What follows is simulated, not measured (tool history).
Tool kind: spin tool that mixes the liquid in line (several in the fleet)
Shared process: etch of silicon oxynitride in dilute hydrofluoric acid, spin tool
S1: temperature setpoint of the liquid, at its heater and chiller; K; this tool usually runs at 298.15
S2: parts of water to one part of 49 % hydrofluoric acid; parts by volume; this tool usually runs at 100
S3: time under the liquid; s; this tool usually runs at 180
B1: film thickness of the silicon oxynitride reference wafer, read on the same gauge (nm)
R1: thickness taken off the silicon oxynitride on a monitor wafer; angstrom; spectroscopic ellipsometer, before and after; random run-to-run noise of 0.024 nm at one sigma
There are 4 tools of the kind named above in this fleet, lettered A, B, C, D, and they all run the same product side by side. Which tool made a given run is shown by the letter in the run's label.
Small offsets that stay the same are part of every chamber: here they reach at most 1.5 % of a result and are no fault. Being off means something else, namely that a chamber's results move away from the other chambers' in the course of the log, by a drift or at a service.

{"run": "1B", "hour": 2.3, "S1": 298.15, "S2": 100, "S3": 180, "B1": 40.021, "R1": 35.057}
{"run": "2A", "hour": 5.4, "S1": 298.15, "S2": 100, "S3": 180, "B1": 39.994, "R1": 34.9}
{"run": "3C", "hour": 10.3, "S1": 298.15, "S2": 100, "S3": 180, "B1": 39.996, "R1": 34.935}
{"run": "4D", "hour": 14.9, "S1": 298.15, "S2": 100, "S3": 180, "B1": 39.981, "R1": 35.253}
{"run": "5C", "hour": 17.8, "S1": 298.15, "S2": 100, "S3": 180, "B1": 39.995, "R1": 35.029}
{"run": "6D", "hour": 22.1, "S1": 298.15, "S2": 100, "S3": 180, "B1": 40.017, "R1": 35.4}
{"run": "7A", "hour": 26.6, "S1": 298.15, "S2": 100, "S3": 180, "B1": 39.993, "R1": 34.673}
{"run": "8B", "hour": 30.2, "S1": 298.15, "S2": 100, "S3": 180, "B1": 39.993, "R1": 35.58}
{"run": "9A", "hour": 33.6, "S1": 298.15, "S2": 100, "S3": 145, "B1": 40.032, "R1": 27.975}
{"run": "10D", "hour": 36.6, "S1": 298.15, "S2": 100, "S3": 145, "B1": 39.989, "R1": 28.545}
{"run": "11C", "hour": 41.0, "S1": 298.15, "S2": 100, "S3": 145, "B1": 39.986, "R1": 28.068}
{"run": "12B", "hour": 45.6, "S1": 298.15, "S2": 100, "S3": 145, "B1": 40.023, "R1": 28.268}
{"run": "13D", "hour": 48.4, "S1": 298.15, "S2": 100, "S3": 235, "B1": 39.982, "R1": 45.355}
{"run": "14C", "hour": 52.3, "S1": 298.15, "S2": 100, "S3": 235, "B1": 40.031, "R1": 45.364}
{"run": "15A", "hour": 55.1, "S1": 298.15, "S2": 100, "S3": 235, "B1": 40.001, "R1": 45.232}
{"run": "16B", "hour": 58.3, "S1": 298.15, "S2": 100, "S3": 235, "B1": 39.987, "R1": 46.24}
{"run": "17D", "hour": 63.1, "S1": 298.15, "S2": 100, "S3": 180, "B1": 39.992, "R1": 35.119}
{"run": "18A", "hour": 67.6, "S1": 298.15, "S2": 100, "S3": 180, "B1": 39.995, "R1": 34.476}
{"run": "19C", "hour": 71.1, "S1": 298.15, "S2": 100, "S3": 180, "B1": 40.016, "R1": 33.76}
{"run": "20B", "hour": 75.0, "S1": 298.15, "S2": 100, "S3": 180, "B1": 39.975, "R1": 35.229}
{"run": "21A", "hour": 79.1, "S1": 298.15, "S2": 100, "S3": 180, "B1": 40.008, "R1": 34.903}
{"run": "22B", "hour": 83.0, "S1": 298.15, "S2": 100, "S3": 180, "B1": 40.034, "R1": 35.308}
{"run": "23D", "hour": 86.1, "S1": 298.15, "S2": 85, "S3": 180, "B1": 40.025, "R1": 41.925}
{"run": "24C", "hour": 89.2, "S1": 298.15, "S2": 85, "S3": 180, "B1": 39.998, "R1": 40.079}
{"run": "25A", "hour": 92.6, "S1": 298.15, "S2": 85, "S3": 180, "B1": 40.015, "R1": 41.788}
{"run": "26D", "hour": 96.1, "S1": 298.15, "S2": 85, "S3": 180, "B1": 39.985, "R1": 42.009}
{"run": "27C", "hour": 100.2, "S1": 300.65, "S2": 100, "S3": 105, "B1": 40.054, "R1": 21.879}
{"run": "28B", "hour": 103.2, "S1": 300.65, "S2": 100, "S3": 105, "B1": 39.999, "R1": 23.183}
{"run": "29D", "hour": 105.7, "S1": 300.65, "S2": 100, "S3": 105, "B1": 40.041, "R1": 22.948}
{"run": "30C", "hour": 110.1, "S1": 300.65, "S2": 100, "S3": 105, "B1": 40.005, "R1": 21.42}
{"run": "31A", "hour": 114.6, "S1": 298.15, "S2": 100, "S3": 180, "B1": 40.019, "R1": 35.294}
{"run": "32B", "hour": 119.2, "S1": 298.15, "S2": 100, "S3": 180, "B1": 40.013, "R1": 35.159}
{"run": "33B", "hour": 124.2, "S1": 298.15, "S2": 100, "S3": 180, "B1": 40.026, "R1": 35.254}
{"run": "34A", "hour": 126.8, "S1": 298.15, "S2": 100, "S3": 180, "B1": 39.982, "R1": 35.119}

The same settings go to every chamber for the next run, one line per chamber below. Forecast the results for each:
{"run": "35A", "hour": 130.4, "S1": 298.15, "S2": 100, "S3": 180, "R1": "?"}
{"run": "35B", "hour": 130.4, "S1": 298.15, "S2": 100, "S3": 180, "R1": "?"}
{"run": "35C", "hour": 130.4, "S1": 298.15, "S2": 100, "S3": 180, "R1": "?"}
{"run": "35D", "hour": 130.4, "S1": 298.15, "S2": 100, "S3": 180, "R1": "?"}

run=35A R1=34.783
run=35B R1=35.244
run=35C R1=31.626
run=35D R1=35.237
